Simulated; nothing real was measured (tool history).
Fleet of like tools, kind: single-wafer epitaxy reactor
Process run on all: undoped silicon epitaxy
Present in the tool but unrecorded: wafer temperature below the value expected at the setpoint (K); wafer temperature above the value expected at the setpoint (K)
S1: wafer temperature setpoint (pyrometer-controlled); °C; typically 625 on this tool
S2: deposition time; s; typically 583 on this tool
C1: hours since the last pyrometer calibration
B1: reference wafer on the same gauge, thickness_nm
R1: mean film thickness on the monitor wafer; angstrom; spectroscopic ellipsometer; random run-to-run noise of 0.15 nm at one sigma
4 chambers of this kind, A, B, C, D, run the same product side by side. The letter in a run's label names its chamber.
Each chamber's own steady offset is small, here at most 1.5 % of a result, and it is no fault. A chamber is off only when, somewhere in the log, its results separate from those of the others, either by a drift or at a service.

Run 1B, hour 5.2: usual settings; C1 1428.6; B1 45.794. Result: R1 563.46 angstrom.
Run 2A, hour 11.7: usual settings; C1 866.2; B1 45.765. Result: R1 551.73 angstrom.
Run 3C, hour 16.0: usual settings; C1 2851.2; B1 45.826. Result: R1 559.65 angstrom.
Run 4D, hour 20.0: usual settings; C1 762.2; B1 45.800. Result: R1 556.60 angstrom.
Run 5C, hour 26.7: usual settings; C1 2861.9; B1 45.786. Result: R1 561.44 angstrom.
Run 6A, hour 32.2: usual settings; C1 886.7; B1 45.811. Result: R1 551.38 angstrom.
Run 7B, hour 38.5: usual settings; C1 1461.9; B1 45.797. Result: R1 559.33 angstrom.
Run 8D, hour 43.9: usual settings; C1 786.1; B1 45.783. Result: R1 554.96 angstrom.
Run 9B, hour 51.0: usual settings; C1 1474.4; B1 45.808. Result: R1 558.90 angstrom.
Run 10C, hour 54.6: usual settings; C1 2889.8; B1 45.825. Result: R1 561.10 angstrom.
Run 11A, hour 58.2: usual settings; C1 912.7; B1 45.785. Result: R1 550.51 angstrom.
Run 12D, hour 64.5: usual settings; C1 806.7; B1 45.782. Result: R1 556.21 angstrom.
Run 13B, hour 71.9: usual settings; C1 1495.3; B1 45.826. Result: R1 562.59 angstrom.
Run 14A, hour 77.8: usual settings; C1 932.3; B1 45.744. Result: R1 552.15 angstrom.
Run 15C, hour 84.2: usual settings; C1 2919.4; B1 45.776. Result: R1 563.60 angstrom.
Run 16D, hour 89.6: usual settings; C1 831.8; B1 45.790. Result: R1 551.24 angstrom.
Run 17C, hour 96.1: usual settings; C1 2931.3; B1 45.815. Result: R1 560.88 angstrom.
Run 18B, hour 103.7: usual settings; C1 1527.1; B1 45.802. Result: R1 561.42 angstrom.
Run 19A, hour 109.2: usual settings; C1 963.7; B1 45.787. Result: R1 550.13 angstrom.
At hour 110.5: chamber C: pyrometer calibrated.
Run 20D, hour 113.4: usual settings; C1 855.6; B1 45.789. Result: R1 553.53 angstrom.
Run 21A, hour 120.0: usual settings but S2 531 s; C1 974.5; B1 45.834. Result: R1 502.92 angstrom.
Run 22B, hour 126.7: usual settings but S2 531 s; C1 1550.1; B1 45.785. Result: R1 515.51 angstrom.
Run 23C, hour 132.8: usual settings but S2 531 s; C1 22.4; B1 45.822. Result: R1 525.60 angstrom.
Run 24D, hour 139.8: usual settings but S2 531 s; C1 882.0; B1 45.769. Result: R1 507.35 angstrom.
Run 25D, hour 146.7: usual settings; C1 888.9; B1 45.784. Result: R1 551.44 angstrom.
Run 26B, hour 150.5: usual settings; C1 1573.9; B1 45.779. Result: R1 562.76 angstrom.
Run 27C, hour 157.4: usual settings; C1 47.0; B1 45.804. Result: R1 576.04 angstrom.
Run 28A, hour 164.3: usual settings; C1 1018.8; B1 45.801. Result: R1 551.09 angstrom.
Run 29C, hour 171.6: usual settings; C1 61.2; B1 45.797. Result: R1 577.68 angstrom.
Run 30B, hour 177.3: usual settings; C1 1600.7; B1 45.826. Result: R1 562.38 angstrom.
Run 31D, hour 184.8: usual settings; C1 927.0; B1 45.787. Result: R1 555.65 angstrom.
Run 32A, hour 192.1: usual settings; C1 1046.6; B1 45.779. Result: R1 551.55 angstrom.
Run 33B, hour 199.0: usual settings; C1 1622.4; B1 45.792. Result: R1 562.78 angstrom.

One chamber off, gauge drift, or nothing amiss beyond the chambers' own small offsets? If it is a chamber, which one, and what is the likeliest cause?

A service on chamber C put it out of line with the rest.
Most likely cause: wafer temperature above the value expected at the setpoint (K) = 1.22.

Chamber C could run next with any of the 4 candidate recipes listed below; each alters the usual settings, and their results appear as question marks. Which one brings its results back in line with what the other chambers deliver on the usual settings?
Counts as in line when no further than this from what the other chambers average on the usual settings: R1 5.30 angstrom
Run 34C-1, hour 204.5: usual settings but S2 605 s. Result: R1 ?.
Run 34C-2, hour 204.5: usual settings but S2 561 s. Result: R1 ?.
Run 34C-3, hour 204.5: usual settings but S2 593 s. Result: R1 ?.
Run 34C-4, hour 204.5: usual settings but S2 573 s. Result: R1 ?.

Other chambers, usual settings, mean: R1 555.92 angstrom
  run      R1
34C-1  600.66
34C-2  556.97
34C-3  588.74
34C-4  568.89
It is 34C-2 that realigns the chamber with its peers.
